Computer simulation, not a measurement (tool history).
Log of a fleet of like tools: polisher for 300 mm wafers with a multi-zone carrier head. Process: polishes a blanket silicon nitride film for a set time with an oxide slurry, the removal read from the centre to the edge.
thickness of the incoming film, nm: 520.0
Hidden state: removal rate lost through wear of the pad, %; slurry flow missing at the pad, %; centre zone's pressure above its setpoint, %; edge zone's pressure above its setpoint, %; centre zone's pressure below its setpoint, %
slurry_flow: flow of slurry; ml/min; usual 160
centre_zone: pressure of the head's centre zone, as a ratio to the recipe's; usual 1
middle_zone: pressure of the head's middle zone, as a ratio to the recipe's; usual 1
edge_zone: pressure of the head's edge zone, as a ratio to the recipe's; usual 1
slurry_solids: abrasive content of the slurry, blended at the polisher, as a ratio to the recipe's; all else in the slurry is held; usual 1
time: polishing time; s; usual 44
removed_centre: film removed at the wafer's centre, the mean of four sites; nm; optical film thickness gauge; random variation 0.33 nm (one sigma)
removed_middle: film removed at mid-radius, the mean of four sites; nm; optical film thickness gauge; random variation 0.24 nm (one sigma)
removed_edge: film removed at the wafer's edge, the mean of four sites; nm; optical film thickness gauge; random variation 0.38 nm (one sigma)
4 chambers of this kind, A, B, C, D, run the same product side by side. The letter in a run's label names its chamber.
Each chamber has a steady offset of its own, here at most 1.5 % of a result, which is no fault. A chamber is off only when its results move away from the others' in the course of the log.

| run | hour | slurry_flow | centre_zone | middle_zone | edge_zone | slurry_solids | time | wafers polished on this pad | hours since the slurry nozzle was cleaned | hours since the centre zone pressure was calibrated | hours since the edge zone pressure was calibrated | removed_centre | removed_middle | removed_edge |
|---|---|---|---|---|---|---|---|---|---|---|---|---|---|---|
|  | 4.4 | chamber D: edge zone pressure recalibrated |
| 1A | 6.7 | 160 | 1 | 1 | 1 | 1 | 44 | 744 | 193.2 | 503.7 | 483.2 | 35.969 | 35.931 | 36.265 |
|  | 12.1 | chamber B: worn pad replaced by a new one |
| 2C | 13.8 | 160 | 1 | 1 | 1 | 1 | 44 | 264 | 145.3 | 359.3 | 1103.1 | 36.084 | 36.121 | 36.305 |
|  | 21.8 | chamber C: edge zone pressure recalibrated |
| 3D | 21.9 | 160 | 1 | 1 | 1 | 1 | 44 | 254 | 509.6 | 190.8 | 17.5 | 35.658 | 36.581 | 36.343 |
|  | 22.5 | chamber A: edge zone pressure recalibrated |
| 4B | 26.4 | 160 | 1 | 1 | 1 | 1 | 44 | 129 | 241.9 | 135.5 | 242.6 | 35.777 | 36.235 | 36.135 |
| 5B | 30.3 | 160 | 1 | 1 | 1 | 1 | 44 | 164 | 245.8 | 139.4 | 246.5 | 36.198 | 36.763 | 35.566 |
| 6C | 37.2 | 160 | 1 | 1 | 1 | 1 | 44 | 476 | 168.7 | 382.7 | 15.5 | 36.186 | 36.353 | 35.817 |
| 7A | 45.1 | 160 | 1 | 1 | 1 | 1 | 49 | 1091 | 231.6 | 542.1 | 22.7 | 40.549 | 40.532 | 39.976 |
| 8D | 51.9 | 160 | 1 | 1 | 1 | 1 | 49 | 525 | 539.6 | 220.8 | 47.5 | 40.306 | 40.474 | 39.619 |
| 9C | 58.8 | 160 | 1 | 1 | 1 | 1 | 49 | 671 | 190.3 | 404.3 | 37.1 | 39.996 | 40.518 | 40.077 |
| 10B | 63.9 | 160 | 1 | 1 | 1 | 1 | 49 | 468 | 279.4 | 173 | 280.1 | 40.003 | 40.072 | 39.744 |
|  | 67.7 | chamber A: worn pad replaced by a new one |
| 11A | 67.7 | 160 | 1 | 1 | 1 | 1 | 44 | 0 | 254.2 | 564.7 | 45.3 | 36.029 | 36.053 | 35.85 |
| 12D | 72.9 | 160 | 1 | 1 | 1 | 1 | 44 | 715 | 560.6 | 241.8 | 68.5 | 35.631 | 35.941 | 36.382 |
| 13C | 81.1 | 160 | 1 | 1 | 1 | 1 | 44 | 873 | 212.6 | 426.6 | 59.4 | 36.222 | 36.011 | 34.962 |
| 14A | 88.4 | 160 | 1 | 1 | 1 | 1 | 44 | 187 | 274.9 | 585.4 | 66 | 36.554 | 36.316 | 36.145 |
|  | 88.6 | chamber D: worn pad replaced by a new one |
| 15B | 93.7 | 160 | 1 | 1 | 1 | 1 | 44 | 738 | 309.2 | 202.8 | 309.9 | 36.264 | 36.208 | 36.289 |
| 16D | 99.4 | 160 | 1 | 1 | 1 | 1 | 44 | 98 | 587.1 | 268.3 | 95 | 35.578 | 36.008 | 35.449 |
| 17D | 105.1 | 160 | 1 | 1 | 1 | 1 | 44 | 150 | 592.8 | 274 | 100.7 | 35.945 | 36.127 | 36.229 |
| 18C | 111.5 | 160 | 1 | 1 | 1 | 1 | 44 | 1148 | 243 | 457 | 89.8 | 35.218 | 35.644 | 35.198 |
| 19A | 115.8 | 160 | 1.09 | 1 | 1 | 1.1 | 44 | 435 | 302.3 | 612.8 | 93.4 | 41.256 | 37.507 | 36.906 |
|  | 117.8 | chamber B: worn pad replaced by a new one |
| 20B | 119.3 | 160 | 1.09 | 1 | 1 | 1.1 | 44 | 13 | 334.8 | 228.4 | 335.5 | 41.537 | 37.639 | 37.666 |
| 21B | 124.2 | 160 | 1.09 | 1 | 1 | 1.1 | 44 | 58 | 339.7 | 233.3 | 340.4 | 42.254 | 37.858 | 37.393 |
| 22D | 128.5 | 160 | 1.09 | 1 | 1 | 1.1 | 44 | 361 | 616.2 | 297.4 | 124.1 | 40.942 | 37.269 | 37.014 |
|  | 134.3 | chamber B: slurry nozzle cleaned |
| 23C | 135.2 | 160 | 1 | 1 | 1 | 1 | 44 | 1362 | 266.7 | 480.7 | 113.5 | 34.76 | 35.644 | 34.512 |
| 24A | 138.8 | 160 | 1 | 1 | 1 | 1 | 44 | 643 | 325.3 | 635.8 | 116.4 | 35.597 | 36.265 | 35.794 |
| 25A | 144.4 | 160 | 1 | 1 | 1 | 1 | 44 | 693 | 330.9 | 641.4 | 122 | 36.212 | 36.331 | 35.803 |
| 26B | 150.4 | 160 | 1 | 1 | 1 | 1 | 44 | 294 | 16.1 | 259.5 | 366.6 | 36.008 | 35.695 | 36.127 |
| 27C | 158.1 | 160 | 1 | 1 | 1 | 1 | 44 | 1569 | 289.6 | 503.6 | 136.4 | 34.975 | 34.997 | 34.086 |
| 28D | 164.6 | 160 | 1 | 1 | 1 | 1 | 44 | 688 | 652.3 | 333.5 | 160.2 | 35.687 | 36.261 | 35.446 |
| 29B | 168.6 | 160 | 1 | 1 | 1 | 1 | 44 | 459 | 34.3 | 277.7 | 384.8 | 36.028 | 36.1 | 35.77 |
| 30C | 173.8 | 160 | 1 | 1 | 1 | 1 | 44 | 1711 | 305.3 | 519.3 | 152.1 | 34.223 | 35.008 | 33.838 |
| 31D | 180.3 | 160 | 1 | 1 | 1 | 1 | 44 | 830 | 668 | 349.2 | 175.9 | 35.638 | 35.876 | 35.75 |
| 32A | 187.1 | 160 | 1 | 1 | 1 | 1 | 44 | 1079 | 373.6 | 684.1 | 164.7 | 35.791 | 36.169 | 35.747 |
| 33C | 192.9 | 160 | 1 | 1 | 1 | 1 | 44 | 1884 | 324.4 | 538.4 | 171.2 | 34.156 | 34.7 | 33.687 |
| 34D | 198.2 | 160 | 1 | 1 | 1 | 1 | 44 | 991 | 685.9 | 367.1 | 193.8 | 35.333 | 35.64 | 35.826 |
| 35A | 202.3 | 160 | 1 | 1 | 1 | 1 | 44 | 1217 | 388.8 | 699.3 | 179.9 | 36.242 | 36.104 | 35.934 |

Next, every chamber runs the same settings. What will each give?
| 36A | 208.1 | 160 | 1 | 1 | 1 | 0.9 | 44 |  |  |  |  | ? | ? | ? |
| 36B | 208.1 | 160 | 1 | 1 | 1 | 0.9 | 44 |  |  |  |  | ? | ? | ? |
| 36C | 208.1 | 160 | 1 | 1 | 1 | 0.9 | 44 |  |  |  |  | ? | ? | ? |
| 36D | 208.1 | 160 | 1 | 1 | 1 | 0.9 | 44 |  |  |  |  | ? | ? | ? |

| run | removed_centre | removed_middle | removed_edge |
|---|---|---|---|
| 36A | 34.516 | 34.153 | 34.206 |
| 36B | 34.899 | 34.369 | 34.359 |
| 36C | 31.892 | 32.275 | 32.008 |
| 36D | 33.598 | 34.901 | 33.645 |
